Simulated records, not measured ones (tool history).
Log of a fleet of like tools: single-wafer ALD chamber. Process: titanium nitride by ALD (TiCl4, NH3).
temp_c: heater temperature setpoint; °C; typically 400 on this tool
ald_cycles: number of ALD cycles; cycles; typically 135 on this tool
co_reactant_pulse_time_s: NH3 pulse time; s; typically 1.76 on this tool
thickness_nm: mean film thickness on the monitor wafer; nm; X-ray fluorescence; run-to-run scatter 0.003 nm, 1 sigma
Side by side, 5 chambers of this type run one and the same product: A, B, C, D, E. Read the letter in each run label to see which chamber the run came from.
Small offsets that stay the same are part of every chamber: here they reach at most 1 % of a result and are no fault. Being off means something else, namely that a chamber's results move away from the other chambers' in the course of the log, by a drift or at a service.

run,hour,temp_c,ald_cycles,co_reactant_pulse_time_s,hours since the last thermocouple change,"read-back reference wafer on the same gauge, thickness_nm",thickness_nm
1E,14.3,400,135,1.76,1199.8,2.4005,2.9546
2C,26.4,400,135,1.76,561.3,2.401,2.9512
3A,39.6,400,135,1.76,676.9,2.4016,2.9619
4D,50.4,400,135,1.76,479.4,2.4008,2.9389
# hour 52: chamber B: thermocouple changed; heater temperature recalibrated
5B,60.1,400,135,1.76,8.1,2.4015,2.9628
6B,67.3,400,135,1.76,15.3,2.4019,2.9587
7A,77.6,400,135,1.76,714.9,2.4017,2.9666
8D,89,400,135,1.76,518,2.4015,2.9434
9E,105.1,400,135,1.76,1290.6,2.4023,2.9542
10C,115.9,400,135,1.76,650.8,2.403,2.9535
11A,129.3,400,135,1.76,766.6,2.403,2.9658
12C,143.1,400,135,1.76,678,2.4029,2.953
13B,151.8,400,135,1.76,99.8,2.4031,2.9642
14E,167.6,400,135,1.76,1353.1,2.4035,2.9596
15D,175.5,400,135,1.76,604.5,2.4038,2.9446
16A,182.8,400,135,1.76,820.1,2.4043,2.9672
17E,196.6,400,135,1.76,1382.1,2.4046,2.9561
18D,209.1,400,135,1.76,638.1,2.4047,2.9416
19C,221.1,400,135,1.76,756,2.405,2.9551
20B,235.5,392,135,2.28,183.5,2.4053,2.9808
21A,244.9,392,135,2.28,882.2,2.4059,2.9776
22C,254.1,392,135,2.28,789,2.4061,2.9674
23E,269.7,392,135,2.28,1455.2,2.4061,2.9729
24B,279.3,392,135,2.28,227.3,2.4064,2.9823
25D,286.5,400,135,1.76,715.5,2.406,2.9396
26A,302.8,400,135,1.76,940.1,2.4066,2.9654
27B,316.8,400,135,1.76,264.8,2.4077,2.9688
28E,329,400,135,1.76,1514.5,2.4077,2.9611
29C,341.4,400,135,1.76,876.3,2.4083,2.9604
30D,351.2,400,151,1.18,780.2,2.4082,3.2287
31B,364.9,400,151,1.18,312.9,2.4082,3.2604
32A,375.2,400,151,1.18,1012.5,2.4088,3.2595
33E,386.3,400,151,1.18,1571.8,2.4087,3.2485
34D,398.3,400,151,1.18,827.3,2.4096,3.2361
35C,412.9,400,135,1.76,947.8,2.4094,2.9556
36B,421.3,400,135,1.76,369.3,2.4092,2.9715

Is one chamber off against the others, does the gauge drift, or is nothing wrong? If a chamber is off, say which, and what the likeliest cause is.

The gauge drifts, so all chambers seem to drift together. No chamber is off.
Likeliest cause: gauge reads high (%) = 0.415.
